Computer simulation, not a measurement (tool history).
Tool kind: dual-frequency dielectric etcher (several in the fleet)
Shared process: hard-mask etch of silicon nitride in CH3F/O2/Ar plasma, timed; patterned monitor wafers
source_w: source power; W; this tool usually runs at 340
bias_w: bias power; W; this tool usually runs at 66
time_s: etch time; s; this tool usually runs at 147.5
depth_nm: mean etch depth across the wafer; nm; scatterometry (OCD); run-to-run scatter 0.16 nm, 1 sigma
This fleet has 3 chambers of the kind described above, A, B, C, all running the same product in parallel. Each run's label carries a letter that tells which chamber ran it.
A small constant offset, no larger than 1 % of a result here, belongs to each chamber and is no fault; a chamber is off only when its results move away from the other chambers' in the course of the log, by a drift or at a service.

| run | hour | source_w | bias_w | time_s | read-back reference wafer on the same gauge, depth_nm | depth_nm |
|---|---|---|---|---|---|---|
| 1C | 9 | 340 | 66 | 147.5 | 96.415 | 94.636 |
| 2A | 22.9 | 340 | 66 | 147.5 | 96.432 | 94 |
|  | 28.6 | chamber B: source power generator calibrated |
| 3B | 31.3 | 340 | 66 | 147.5 | 96.465 | 94.098 |
|  | 41.4 | chamber A: wet clean of the chamber |
| 4C | 46.5 | 340 | 66 | 147.5 | 96.482 | 94.667 |
| 5B | 59.9 | 340 | 66 | 147.5 | 96.491 | 93.816 |
|  | 68.8 | chamber C: wet clean of the chamber |
| 6A | 75.5 | 340 | 66 | 147.5 | 96.56 | 93.507 |
| 7A | 91 | 340 | 66 | 147.5 | 96.592 | 93.984 |
| 8C | 98.8 | 340 | 66 | 147.5 | 96.584 | 94.92 |
| 9B | 107.7 | 340 | 66 | 147.5 | 96.616 | 94.117 |
| 10A | 119.4 | 370 | 66 | 147.5 | 96.653 | 96.905 |
| 11B | 130.4 | 370 | 66 | 147.5 | 96.609 | 97.014 |
| 12C | 143.8 | 370 | 66 | 147.5 | 96.667 | 98.239 |
| 13B | 158.3 | 340 | 66 | 147.5 | 96.714 | 93.884 |
| 14A | 173.8 | 340 | 66 | 147.5 | 96.791 | 93.989 |
| 15C | 189.4 | 340 | 76 | 147.5 | 96.805 | 99.425 |
| 16A | 197.6 | 340 | 76 | 147.5 | 96.809 | 98.79 |
| 17C | 209.7 | 340 | 76 | 147.5 | 96.813 | 99.976 |
| 18B | 220 | 340 | 66 | 181.5 | 96.856 | 115.89 |
| 19B | 231.3 | 340 | 66 | 181.5 | 96.883 | 116.01 |
| 20A | 240.5 | 340 | 66 | 181.5 | 96.878 | 115.54 |
| 21C | 254.9 | 340 | 66 | 147.5 | 96.906 | 95.528 |
| 22B | 270.4 | 340 | 66 | 147.5 | 96.959 | 94.021 |
| 23A | 283 | 340 | 66 | 147.5 | 96.977 | 94.046 |
| 24C | 298 | 340 | 66 | 147.5 | 97.011 | 95.026 |
| 25C | 310.2 | 270 | 57 | 147.5 | 96.993 | 82.712 |
| 26B | 318.1 | 270 | 57 | 147.5 | 97.022 | 82.336 |

Has any chamber moved away from the others, gradually or after a service, or does the common gauge drift, or do the chambers differ only by their own small steady offsets? State the chamber and the most likely cause if one applies.

No chamber is off; the gauge reading every chamber's wafers drifts, which makes the whole fleet appear to move together.
Cause: gauge reads high (%) = 0.696.

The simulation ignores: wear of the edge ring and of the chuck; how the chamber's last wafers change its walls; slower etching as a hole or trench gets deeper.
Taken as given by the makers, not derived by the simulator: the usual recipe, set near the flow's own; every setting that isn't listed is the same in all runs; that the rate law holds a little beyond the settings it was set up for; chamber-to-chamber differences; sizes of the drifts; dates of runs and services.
